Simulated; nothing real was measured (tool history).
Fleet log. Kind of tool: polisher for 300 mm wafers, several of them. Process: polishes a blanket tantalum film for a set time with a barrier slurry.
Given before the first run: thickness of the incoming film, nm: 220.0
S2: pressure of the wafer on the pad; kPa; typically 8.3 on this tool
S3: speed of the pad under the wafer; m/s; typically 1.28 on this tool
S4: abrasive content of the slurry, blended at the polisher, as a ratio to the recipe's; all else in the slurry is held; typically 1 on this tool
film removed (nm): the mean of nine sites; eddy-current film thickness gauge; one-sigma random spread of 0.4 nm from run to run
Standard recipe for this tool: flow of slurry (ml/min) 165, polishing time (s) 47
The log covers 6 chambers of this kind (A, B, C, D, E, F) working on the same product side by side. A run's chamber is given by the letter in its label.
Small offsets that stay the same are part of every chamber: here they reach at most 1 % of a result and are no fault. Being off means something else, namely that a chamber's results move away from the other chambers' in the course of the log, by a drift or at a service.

Run 1D, hour 10.2: usual settings. Result: film removed (nm) 52.886.
At hour 11.3: chamber E: worn pad replaced by a new one.
At hour 12.2: chamber F: head pressure recalibrated.
Run 2C, hour 19.2: usual settings. Result: film removed (nm) 54.166.
At hour 19.5: chamber A: slurry blender recalibrated.
At hour 22.7: chamber E: slurry nozzle cleaned.
At hour 25.3: chamber D: worn pad replaced by a new one.
Run 3A, hour 27.2: usual settings. Result: film removed (nm) 54.270.
Run 4B, hour 33.6: usual settings. Result: film removed (nm) 53.948.
At hour 36.0: chamber A: worn pad replaced by a new one.
At hour 36.9: chamber F: worn pad replaced by a new one.
Run 5F, hour 38.5: usual settings. Result: film removed (nm) 52.886.
At hour 39.1: chamber E: slurry blender recalibrated.
At hour 44.4: chamber C: worn pad replaced by a new one.
Run 6E, hour 48.2: usual settings. Result: film removed (nm) 53.101.
Run 7E, hour 57.8: usual settings. Result: film removed (nm) 54.098.
At hour 58.1: chamber D: slurry nozzle cleaned.
Run 8D, hour 65.0: usual settings. Result: film removed (nm) 52.923.
Run 9C, hour 71.4: usual settings. Result: film removed (nm) 53.256.
Run 10F, hour 78.8: usual settings. Result: film removed (nm) 54.158.
At hour 81.2: chamber E: worn pad replaced by a new one.
At hour 82.1: chamber D: worn pad replaced by a new one.
At hour 84.4: chamber B: worn pad replaced by a new one.
Run 11B, hour 86.2: usual settings. Result: film removed (nm) 53.519.
At hour 95.1: chamber A: worn pad replaced by a new one.
Run 12A, hour 96.4: usual settings. Result: film removed (nm) 53.726.
At hour 97.6: chamber F: worn pad replaced by a new one.
Run 13B, hour 105.6: usual settings. Result: film removed (nm) 53.565.
Run 14F, hour 114.9: usual settings. Result: film removed (nm) 52.886.
At hour 117.4: chamber D: slurry blender recalibrated.
Run 15C, hour 121.9: usual settings. Result: film removed (nm) 53.460.
Run 16A, hour 127.9: usual settings but flow of slurry (ml/min) 215, polishing time (s) 32. Result: film removed (nm) 38.135.
At hour 130.4: chamber A: slurry nozzle cleaned.
Run 17E, hour 133.1: usual settings but flow of slurry (ml/min) 215, polishing time (s) 32. Result: film removed (nm) 37.802.
At hour 134.3: chamber C: worn pad replaced by a new one.
Run 18D, hour 142.8: usual settings but flow of slurry (ml/min) 215, polishing time (s) 32. Result: film removed (nm) 38.060.
At hour 144.1: chamber E: worn pad replaced by a new one.
Run 19F, hour 151.2: usual settings but flow of slurry (ml/min) 215, polishing time (s) 32. Result: film removed (nm) 37.533.
At hour 151.3: chamber D: worn pad replaced by a new one.
At hour 156.9: chamber F: worn pad replaced by a new one.
At hour 157.3: chamber A: slurry blender recalibrated.
Run 20E, hour 159.6: usual settings but flow of slurry (ml/min) 215, polishing time (s) 32. Result: film removed (nm) 38.415.
At hour 167.9: chamber A: worn pad replaced by a new one.
Run 21D, hour 169.4: usual settings but flow of slurry (ml/min) 215, polishing time (s) 32. Result: film removed (nm) 38.083.
At hour 174.6: chamber B: worn pad replaced by a new one.
Run 22C, hour 175.3: usual settings. Result: film removed (nm) 53.613.
At hour 179.9: chamber F: slurry blender recalibrated.
Run 23B, hour 181.1: usual settings. Result: film removed (nm) 53.085.
At hour 186.6: chamber A: head pressure recalibrated.
Run 24A, hour 188.2: usual settings. Result: film removed (nm) 54.116.
Run 25F, hour 196.3: usual settings. Result: film removed (nm) 53.725.
Run 26E, hour 201.0: usual settings but flow of slurry (ml/min) 115. Result: film removed (nm) 50.242.
At hour 202.8: chamber E: worn pad replaced by a new one.
At hour 208.1: chamber D: worn pad replaced by a new one.
Run 27B, hour 211.3: usual settings but flow of slurry (ml/min) 115. Result: film removed (nm) 49.020.
Run 28D, hour 218.3: usual settings but flow of slurry (ml/min) 115. Result: film removed (nm) 50.249.
At hour 224.0: chamber C: worn pad replaced by a new one.
At hour 227.9: chamber F: worn pad replaced by a new one.
Run 29A, hour 228.3: usual settings but flow of slurry (ml/min) 115. Result: film removed (nm) 50.501.
At hour 235.3: chamber A: worn pad replaced by a new one.
Run 30C, hour 236.9: usual settings but flow of slurry (ml/min) 115. Result: film removed (nm) 50.207.
Run 31F, hour 245.8: usual settings but flow of slurry (ml/min) 115. Result: film removed (nm) 49.902.
Run 32B, hour 254.4: usual settings. Result: film removed (nm) 53.568.
Run 33E, hour 262.3: usual settings. Result: film removed (nm) 53.973.
At hour 263.6: chamber E: worn pad replaced by a new one.
At hour 267.8: chamber B: worn pad replaced by a new one.
Run 34C, hour 269.4: usual settings. Result: film removed (nm) 52.663.
Run 35D, hour 274.1: usual settings. Result: film removed (nm) 52.968.
Run 36A, hour 282.7: usual settings but S2 6.9 kPa, polishing time (s) 53. Result: film removed (nm) 50.595.
At hour 284.0: chamber B: slurry blender recalibrated.
At hour 284.3: chamber D: worn pad replaced by a new one.
Run 37E, hour 291.1: usual settings but S2 6.9 kPa, polishing time (s) 53. Result: film removed (nm) 50.401.
At hour 298.7: chamber A: worn pad replaced by a new one.
At hour 298.7: chamber E: head pressure recalibrated.
At hour 298.8: chamber C: slurry blender recalibrated.
Run 38A, hour 299.9: usual settings but S2 6.9 kPa, polishing time (s) 53. Result: film removed (nm) 50.379.
At hour 301.7: chamber F: worn pad replaced by a new one.
At hour 302.6: chamber C: worn pad replaced by a new one.
Run 39C, hour 305.7: usual settings but S2 6.9 kPa, polishing time (s) 53. Result: film removed (nm) 50.597.
Run 40B, hour 310.5: usual settings but S2 6.9 kPa, polishing time (s) 53. Result: film removed (nm) 50.292.
At hour 319.5: chamber E: slurry blender recalibrated.
Run 41D, hour 320.0: usual settings but S2 6.9 kPa, polishing time (s) 53. Result: film removed (nm) 50.303.
Run 42F, hour 324.6: usual settings. Result: film removed (nm) 53.017.
At hour 329.0: chamber E: worn pad replaced by a new one.
Run 43E, hour 333.0: usual settings. Result: film removed (nm) 53.624.

For the next run the whole fleet of 6 chambers uses the same settings. Give each chamber's results:
Run 44A, hour 340.4: usual settings but flow of slurry (ml/min) 195. Result: film removed (nm) ?.
Run 44B, hour 340.4: usual settings but flow of slurry (ml/min) 195. Result: film removed (nm) ?.
Run 44C, hour 340.4: usual settings but flow of slurry (ml/min) 195. Result: film removed (nm) ?.
Run 44D, hour 340.4: usual settings but flow of slurry (ml/min) 195. Result: film removed (nm) ?.
Run 44E, hour 340.4: usual settings but flow of slurry (ml/min) 195. Result: film removed (nm) ?.
Run 44F, hour 340.4: usual settings but flow of slurry (ml/min) 195. Result: film removed (nm) ?.

run  film removed (nm)
44A             54.627
44B             54.430
44C             54.456
44D             55.442
44E             54.725
44F             54.149

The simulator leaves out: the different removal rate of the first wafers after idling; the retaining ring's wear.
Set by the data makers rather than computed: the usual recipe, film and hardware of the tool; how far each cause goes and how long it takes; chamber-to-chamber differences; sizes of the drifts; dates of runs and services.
